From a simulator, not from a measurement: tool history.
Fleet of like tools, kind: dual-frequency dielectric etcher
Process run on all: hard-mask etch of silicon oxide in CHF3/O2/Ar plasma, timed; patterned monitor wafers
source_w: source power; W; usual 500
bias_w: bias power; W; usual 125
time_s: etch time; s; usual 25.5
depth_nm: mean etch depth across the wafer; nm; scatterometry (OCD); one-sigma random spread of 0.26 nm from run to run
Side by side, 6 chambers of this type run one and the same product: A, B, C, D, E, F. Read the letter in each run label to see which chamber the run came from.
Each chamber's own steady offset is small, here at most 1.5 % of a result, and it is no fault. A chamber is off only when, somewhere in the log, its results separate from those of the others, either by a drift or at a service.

run	day	source_w	bias_w	time_s	hours since the last wet clean	hours since the last source power generator calibration	hours since the last bias power generator calibration	read-back reference wafer on the same gauge, depth_nm	depth_nm
1E	0.567	500	125	25.5	379.7	2816.6	4659.6	35.243	41.628
2A	1.117	500	125	25.5	479.4	3390.7	226.5	35.180	41.795
3F	1.525	500	125	25.5	43.9	1158.2	1721.3	35.219	42.726
4B	2.000	500	125	25.5	129.1	3632.2	755.3	35.167	42.206
5D	2.367	500	125	25.5	151.0	204.4	1294.2	35.179	41.595
6C	2.671	500	125	25.5	363.6	782.3	383.5	35.167	41.320
# day 2.812: chamber E: bias power generator calibrated
7B	3.246	500	125	25.5	159.0	3662.1	785.2	35.163	41.675
8C	3.554	500	125	25.5	384.8	803.5	404.7	35.161	41.354
# day 3.917: chamber A: wet clean of the chamber
9F	4.088	500	125	25.5	105.4	1219.7	1782.8	35.232	42.636
10D	4.512	500	125	25.5	202.5	255.9	1345.7	35.176	41.792
11A	4.938	500	125	25.5	24.5	3482.4	318.2	35.180	41.780
12E	5.454	500	125	25.5	497.0	2933.9	63.4	35.207	41.910
13C	5.738	500	125	25.5	437.2	855.9	457.1	35.234	41.942
14B	5.996	500	125	25.5	225.0	3728.1	851.2	35.194	42.093
15D	6.262	500	125	25.5	244.5	297.9	1387.7	35.225	41.848
16F	6.725	550	125	18.5	168.7	1283.0	1846.1	35.237	32.048
17E	7.254	550	125	18.5	540.2	2977.1	106.6	35.207	31.673
18A	7.650	550	125	18.5	89.6	3547.5	383.3	35.200	31.578
19F	7.933	550	125	18.5	197.7	1312.0	1875.1	35.187	31.551
# day 8.129: chamber E: wet clean of the chamber
20D	8.504	550	125	18.5	298.3	351.7	1441.5	35.202	32.018
21C	8.796	550	125	18.5	510.6	929.3	530.5	35.218	31.239
22A	9.112	500	135	32.0	124.7	3582.6	418.4	35.211	53.367
23B	9.500	500	135	32.0	309.1	3812.2	935.3	35.193	54.184
24E	10.038	500	135	32.0	45.8	3043.9	173.4	35.241	53.875
25C	10.592	500	135	32.0	553.7	972.4	573.6	35.282	53.411
26F	11.058	500	135	32.0	272.7	1387.0	1950.1	35.198	54.650
# day 11.550: chamber B: wet clean of the chamber
27B	11.600	500	135	32.0	1.3	3862.6	985.7	35.191	54.466
28A	12.054	500	125	25.5	195.3	3653.2	489.0	35.189	41.646
29E	12.504	500	114	25.5	105.0	3103.1	232.6	35.237	40.199
30D	12.833	500	114	25.5	402.2	455.6	1545.4	35.194	41.585
31D	13.350	500	114	25.5	414.6	468.0	1557.8	35.194	41.417
32E	13.796	500	114	25.5	136.0	3134.1	263.6	35.190	40.288
33C	14.300	500	114	25.5	642.7	1061.4	662.6	35.207	40.412
34A	14.692	500	114	25.5	258.6	3716.5	552.3	35.265	40.830
35B	14.962	500	125	25.5	82.0	3943.3	1066.4	35.220	41.908
# day 15.042: chamber C: wet clean of the chamber
36F	15.529	400	101	25.5	380.0	1494.3	2057.4	35.162	36.444
37D	15.988	400	101	25.5	477.9	531.3	1621.1	35.216	36.918
38A	16.292	400	101	25.5	297.0	3754.9	590.7	35.175	36.042
39C	16.825	400	101	25.5	42.9	1122.0	723.2	35.258	35.560
40E	17.129	400	101	25.5	216.0	3214.1	343.6	35.191	35.760
41F	17.425	400	101	25.5	425.5	1539.8	2102.9	35.131	36.250
42B	17.933	500	125	25.5	153.3	4014.6	1137.7	35.210	42.365
43A	18.462	500	125	30.0	349.1	3807.0	642.8	35.160	49.053

Which is it: a chamber that has drifted or been left off by a service, a gauge drift common to all chambers, or only each chamber's usual small offset? If a chamber is off, name it and its likeliest cause.

Chamber D drifts away from the others.
What lies behind it: etch rate over this chamber's usual, % = 3.86.

Below are 4 candidate recipes for chamber D's next run, each the usual settings with a change, their results shown as question marks. Which of them brings D's results back in line with what the other chambers give on the usual settings?
In line here means within this much of the mean the other chambers give on the usual settings: depth_nm 0.910 nm
44D-1	18.883	500	123	24.0					?
44D-2	18.883	510	125	27.0					?
44D-3	18.883	500	125	26.5					?
44D-4	18.883	500	124	25.0					?

The mean the other chambers reach with the usual settings: depth_nm 41.878 nm
run	depth_nm
44D-1	40.378
44D-2	46.004
44D-3	44.810
44D-4	42.167
The right change is 44D-4: it brings the chamber back within the allowed miss of the others.

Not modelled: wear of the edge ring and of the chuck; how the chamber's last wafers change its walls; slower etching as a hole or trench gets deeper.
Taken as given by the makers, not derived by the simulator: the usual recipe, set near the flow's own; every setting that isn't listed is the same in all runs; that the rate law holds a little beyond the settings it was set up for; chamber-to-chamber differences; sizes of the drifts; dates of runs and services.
